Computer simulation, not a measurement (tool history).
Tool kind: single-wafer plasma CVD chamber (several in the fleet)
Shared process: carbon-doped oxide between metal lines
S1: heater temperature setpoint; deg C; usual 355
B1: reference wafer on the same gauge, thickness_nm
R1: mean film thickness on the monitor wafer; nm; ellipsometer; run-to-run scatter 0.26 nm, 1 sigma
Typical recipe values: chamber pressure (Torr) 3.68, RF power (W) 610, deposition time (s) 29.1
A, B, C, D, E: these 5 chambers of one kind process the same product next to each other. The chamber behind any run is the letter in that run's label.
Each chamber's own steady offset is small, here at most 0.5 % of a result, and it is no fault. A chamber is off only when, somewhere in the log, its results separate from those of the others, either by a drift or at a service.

{"run": "1A", "hour": 10.5, "S1": 355, "chamber pressure (Torr)": 3.68, "RF power (W)": 610, "deposition time (s)": 29.1, "B1": 170.02, "R1": 158.95}
{"run": "2C", "hour": 18.6, "S1": 355, "chamber pressure (Torr)": 3.68, "RF power (W)": 610, "deposition time (s)": 29.1, "B1": 169.96, "R1": 158.69}
{"run": "3E", "hour": 29.3, "S1": 355, "chamber pressure (Torr)": 3.68, "RF power (W)": 610, "deposition time (s)": 29.1, "B1": 169.88, "R1": 158.73}
{"run": "4B", "hour": 37.4, "S1": 355, "chamber pressure (Torr)": 3.68, "RF power (W)": 610, "deposition time (s)": 29.1, "B1": 169.86, "R1": 159.03}
{"run": "5D", "hour": 43.2, "S1": 368, "chamber pressure (Torr)": 3.68, "RF power (W)": 610, "deposition time (s)": 29.1, "B1": 169.85, "R1": 154.21}
{"run": "6C", "hour": 50.8, "S1": 368, "chamber pressure (Torr)": 3.68, "RF power (W)": 610, "deposition time (s)": 29.1, "B1": 169.93, "R1": 153.49}
{"run": "7E", "hour": 59.8, "S1": 368, "chamber pressure (Torr)": 3.68, "RF power (W)": 610, "deposition time (s)": 29.1, "B1": 169.81, "R1": 154.04}
{"run": "8D", "hour": 69.8, "S1": 368, "chamber pressure (Torr)": 3.68, "RF power (W)": 610, "deposition time (s)": 29.1, "B1": 169.72, "R1": 153.68}
{"run": "9B", "hour": 77.9, "S1": 368, "chamber pressure (Torr)": 3.68, "RF power (W)": 610, "deposition time (s)": 29.1, "B1": 169.72, "R1": 153.78}
{"run": "10A", "hour": 87.1, "S1": 355, "chamber pressure (Torr)": 4.48, "RF power (W)": 610, "deposition time (s)": 29.1, "B1": 169.73, "R1": 162.37}
{"run": "11D", "hour": 95.7, "S1": 355, "chamber pressure (Torr)": 4.48, "RF power (W)": 610, "deposition time (s)": 29.1, "B1": 169.64, "R1": 162.69}
{"run": "12C", "hour": 104.4, "S1": 355, "chamber pressure (Torr)": 4.48, "RF power (W)": 610, "deposition time (s)": 29.1, "B1": 169.67, "R1": 162.86}
{"run": "13B", "hour": 114.5, "S1": 355, "chamber pressure (Torr)": 4.48, "RF power (W)": 610, "deposition time (s)": 29.1, "B1": 169.61, "R1": 162.82}
{"run": "14E", "hour": 121.3, "S1": 355, "chamber pressure (Torr)": 4.48, "RF power (W)": 610, "deposition time (s)": 29.1, "B1": 169.57, "R1": 162.25}
{"hour": 124.4, "done": "chamber B: RF generator calibrated"}
{"run": "15A", "hour": 129.5, "S1": 355, "chamber pressure (Torr)": 3.68, "RF power (W)": 610, "deposition time (s)": 29.1, "B1": 169.54, "R1": 158.58}
{"run": "16E", "hour": 135.8, "S1": 355, "chamber pressure (Torr)": 3.68, "RF power (W)": 610, "deposition time (s)": 29.1, "B1": 169.58, "R1": 158.91}
{"run": "17B", "hour": 141.5, "S1": 355, "chamber pressure (Torr)": 3.68, "RF power (W)": 610, "deposition time (s)": 29.1, "B1": 169.62, "R1": 159.27}
{"run": "18D", "hour": 151.6, "S1": 355, "chamber pressure (Torr)": 3.68, "RF power (W)": 610, "deposition time (s)": 29.1, "B1": 169.57, "R1": 158.74}
{"run": "19A", "hour": 159.2, "S1": 355, "chamber pressure (Torr)": 3.68, "RF power (W)": 500, "deposition time (s)": 29.1, "B1": 169.55, "R1": 140.31}
{"hour": 163.7, "done": "chamber A: capacitance manometer re-zeroed and calibrated"}
{"run": "20C", "hour": 167.4, "S1": 355, "chamber pressure (Torr)": 3.68, "RF power (W)": 500, "deposition time (s)": 29.1, "B1": 169.39, "R1": 139.96}
{"run": "21C", "hour": 174.6, "S1": 355, "chamber pressure (Torr)": 3.68, "RF power (W)": 500, "deposition time (s)": 29.1, "B1": 169.48, "R1": 139.68}
{"run": "22B", "hour": 184.6, "S1": 355, "chamber pressure (Torr)": 3.68, "RF power (W)": 500, "deposition time (s)": 29.1, "B1": 169.34, "R1": 139.99}
{"hour": 189.3, "done": "chamber A: RF generator calibrated"}
{"run": "23A", "hour": 193.6, "S1": 355, "chamber pressure (Torr)": 3.68, "RF power (W)": 500, "deposition time (s)": 29.1, "B1": 169.45, "R1": 140.31}
{"run": "24D", "hour": 198.7, "S1": 355, "chamber pressure (Torr)": 3.68, "RF power (W)": 610, "deposition time (s)": 29.1, "B1": 169.35, "R1": 158.84}
{"run": "25E", "hour": 206.8, "S1": 355, "chamber pressure (Torr)": 4.11, "RF power (W)": 510, "deposition time (s)": 29.1, "B1": 169.3, "R1": 143.54}
{"run": "26E", "hour": 216.3, "S1": 355, "chamber pressure (Torr)": 4.11, "RF power (W)": 510, "deposition time (s)": 29.1, "B1": 169.36, "R1": 143.55}
{"run": "27A", "hour": 224.5, "S1": 355, "chamber pressure (Torr)": 4.11, "RF power (W)": 510, "deposition time (s)": 29.1, "B1": 169.26, "R1": 144.04}
{"run": "28D", "hour": 231.8, "S1": 355, "chamber pressure (Torr)": 4.11, "RF power (W)": 510, "deposition time (s)": 29.1, "B1": 169.26, "R1": 144.57}
{"hour": 236.0, "done": "chamber A: thermocouple changed; heater temperature recalibrated"}
{"run": "29C", "hour": 237.8, "S1": 355, "chamber pressure (Torr)": 4.11, "RF power (W)": 510, "deposition time (s)": 29.1, "B1": 169.25, "R1": 143.84}
{"run": "30B", "hour": 243.6, "S1": 355, "chamber pressure (Torr)": 3.68, "RF power (W)": 610, "deposition time (s)": 29.1, "B1": 169.12, "R1": 158.92}
{"run": "31C", "hour": 252.6, "S1": 355, "chamber pressure (Torr)": 3.68, "RF power (W)": 610, "deposition time (s)": 29.1, "B1": 169.19, "R1": 157.92}
{"hour": 257.2, "done": "chamber E: capacitance manometer re-zeroed and calibrated"}
{"run": "32A", "hour": 261.4, "S1": 355, "chamber pressure (Torr)": 3.68, "RF power (W)": 610, "deposition time (s)": 29.1, "B1": 169.18, "R1": 158.09}
{"run": "33D", "hour": 269.8, "S1": 355, "chamber pressure (Torr)": 3.68, "RF power (W)": 610, "deposition time (s)": 29.1, "B1": 169.1, "R1": 158.08}
{"run": "34E", "hour": 275.6, "S1": 355, "chamber pressure (Torr)": 3.68, "RF power (W)": 610, "deposition time (s)": 23.4, "B1": 169.05, "R1": 128.18}
{"run": "35B", "hour": 282.1, "S1": 355, "chamber pressure (Torr)": 3.68, "RF power (W)": 610, "deposition time (s)": 23.4, "B1": 169.04, "R1": 128.56}
{"run": "36C", "hour": 287.5, "S1": 355, "chamber pressure (Torr)": 3.68, "RF power (W)": 610, "deposition time (s)": 23.4, "B1": 169.08, "R1": 126.9}
{"run": "37A", "hour": 293.3, "S1": 355, "chamber pressure (Torr)": 3.68, "RF power (W)": 610, "deposition time (s)": 23.4, "B1": 168.9, "R1": 127.86}
{"run": "38D", "hour": 303.9, "S1": 355, "chamber pressure (Torr)": 3.68, "RF power (W)": 610, "deposition time (s)": 23.4, "B1": 168.95, "R1": 127.41}
{"run": "39E", "hour": 314.7, "S1": 355, "chamber pressure (Torr)": 3.68, "RF power (W)": 610, "deposition time (s)": 29.1, "B1": 168.95, "R1": 158.23}
{"run": "40B", "hour": 321.4, "S1": 355, "chamber pressure (Torr)": 3.68, "RF power (W)": 610, "deposition time (s)": 29.1, "B1": 168.92, "R1": 158.8}
{"run": "41C", "hour": 329.6, "S1": 355, "chamber pressure (Torr)": 3.68, "RF power (W)": 610, "deposition time (s)": 29.1, "B1": 168.82, "R1": 158}

For the next run the whole fleet of 5 chambers uses the same settings. Give each chamber's results:
{"run": "42A", "hour": 337.5, "S1": 355, "chamber pressure (Torr)": 3.68, "RF power (W)": 610, "deposition time (s)": 25.2, "R1": "?"}
{"run": "42B", "hour": 337.5, "S1": 355, "chamber pressure (Torr)": 3.68, "RF power (W)": 610, "deposition time (s)": 25.2, "R1": "?"}
{"run": "42C", "hour": 337.5, "S1": 355, "chamber pressure (Torr)": 3.68, "RF power (W)": 610, "deposition time (s)": 25.2, "R1": "?"}
{"run": "42D", "hour": 337.5, "S1": 355, "chamber pressure (Torr)": 3.68, "RF power (W)": 610, "deposition time (s)": 25.2, "R1": "?"}
{"run": "42E", "hour": 337.5, "S1": 355, "chamber pressure (Torr)": 3.68, "RF power (W)": 610, "deposition time (s)": 25.2, "R1": "?"}

run=42A R1=136.94
run=42B R1=137.95
run=42C R1=136.81
run=42D R1=137.38
run=42E R1=137.2

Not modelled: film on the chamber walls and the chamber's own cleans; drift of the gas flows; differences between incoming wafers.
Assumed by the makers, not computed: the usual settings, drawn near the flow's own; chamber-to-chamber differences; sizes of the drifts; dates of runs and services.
